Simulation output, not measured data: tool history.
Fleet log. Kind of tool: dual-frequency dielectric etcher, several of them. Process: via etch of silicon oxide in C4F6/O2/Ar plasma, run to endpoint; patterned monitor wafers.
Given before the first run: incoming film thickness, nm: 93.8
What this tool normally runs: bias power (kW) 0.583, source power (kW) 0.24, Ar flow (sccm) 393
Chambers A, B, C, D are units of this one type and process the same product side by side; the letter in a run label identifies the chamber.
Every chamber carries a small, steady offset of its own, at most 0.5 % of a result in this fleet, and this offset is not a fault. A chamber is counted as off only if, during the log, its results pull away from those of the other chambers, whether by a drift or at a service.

run	day	bias power (kW)	source power (kW)	Ar flow (sccm)	hours since the last wet clean	hours since the last bias power generator calibration	hours since the last source power generator calibration	hours since the last Ar flow controller change	endpoint time (s)
1B	0.608	0.583	0.24	393	378.9	731.5	1146.4	1618.8	24.176
2A	1.062	0.583	0.24	393	29.9	1288.9	1671.4	1635	24.11
3D	1.354	0.583	0.24	393	50.6	1539	2707.2	2662.7	23.712
4C	1.867	0.583	0.24	393	240.4	1936.5	2152.1	722.2	24.333
5D	2.496	0.583	0.24	393	78	1566.4	2734.6	2690.1	23.918
6B	2.883	0.583	0.24	393	433.5	786.1	1201	1673.4	24.29
# day 3.142: chamber B: wet clean of the chamber
7C	3.192	0.583	0.24	393	272.2	1968.3	2183.9	754	24.382
8A	3.667	0.583	0.24	393	92.4	1351.4	1733.9	1697.5	24.145
9B	4.254	0.583	0.24	393	26.8	819	1233.9	1706.3	24.371
10D	4.812	0.583	0.29	393	133.6	1622	2790.2	2745.7	22.293
11C	5.367	0.583	0.29	393	324.4	2020.5	2236.1	806.2	22.514
12A	5.912	0.583	0.29	393	146.3	1405.3	1787.8	1751.4	23.023
13C	6.517	0.583	0.29	393	352	2048.1	2263.7	833.8	22.567
14A	6.879	0.677	0.19	393	169.5	1428.5	1811	1774.6	24.806
15B	7.179	0.677	0.19	393	97	889.2	1304.1	1776.5	25.058
16D	7.588	0.677	0.19	393	200.2	1688.6	2856.8	2812.3	24.711
17A	7.925	0.677	0.19	393	194.6	1453.6	1836.1	1799.7	24.787
18C	8.55	0.583	0.24	393	400.8	2096.9	2312.5	882.6	24.463
19D	8.9	0.583	0.24	393	231.7	1720.1	2888.3	2843.8	24.182
20B	9.225	0.583	0.26	429	146.1	938.3	1353.2	1825.6	23.662
21D	9.662	0.583	0.26	429	250	1738.4	2906.6	2862.1	23.517
22B	9.958	0.583	0.26	429	163.7	955.9	1370.8	1843.2	23.642
23A	10.617	0.583	0.26	429	259.2	1518.2	1900.7	1864.3	23.489
24C	11.267	0.583	0.24	393	466	2162.1	2377.7	947.8	24.446
25A	11.696	0.583	0.24	393	285.1	1544.1	1926.6	1890.2	24.038
26B	12.3	0.583	0.24	393	219.9	1012.1	1427	1899.4	24.387
27C	12.683	0.583	0.24	393	500	2196.1	2411.7	981.8	24.021
28D	13.25	0.583	0.24	393	336.1	1824.5	2992.7	2948.2	24.074
29C	13.808	0.583	0.24	393	527	2223.1	2438.7	1008.8	24.238
30D	14.446	0.583	0.24	393	364.8	1853.2	3021.4	2976.9	24.212
# day 14.679: chamber A: wet clean of the chamber
31B	14.996	0.583	0.24	393	284.6	1076.8	1491.7	1964.1	24.02
32A	15.617	0.583	0.24	432	22.5	1638.2	2020.7	1984.3	24.224

Is one chamber out of step, is the gauge drifting, or do the chambers differ by no more than their own small offsets? For an off chamber, give its letter and the likeliest cause.

Beyond each chamber's small constant offset nothing stands out, and the gauge stays steady.
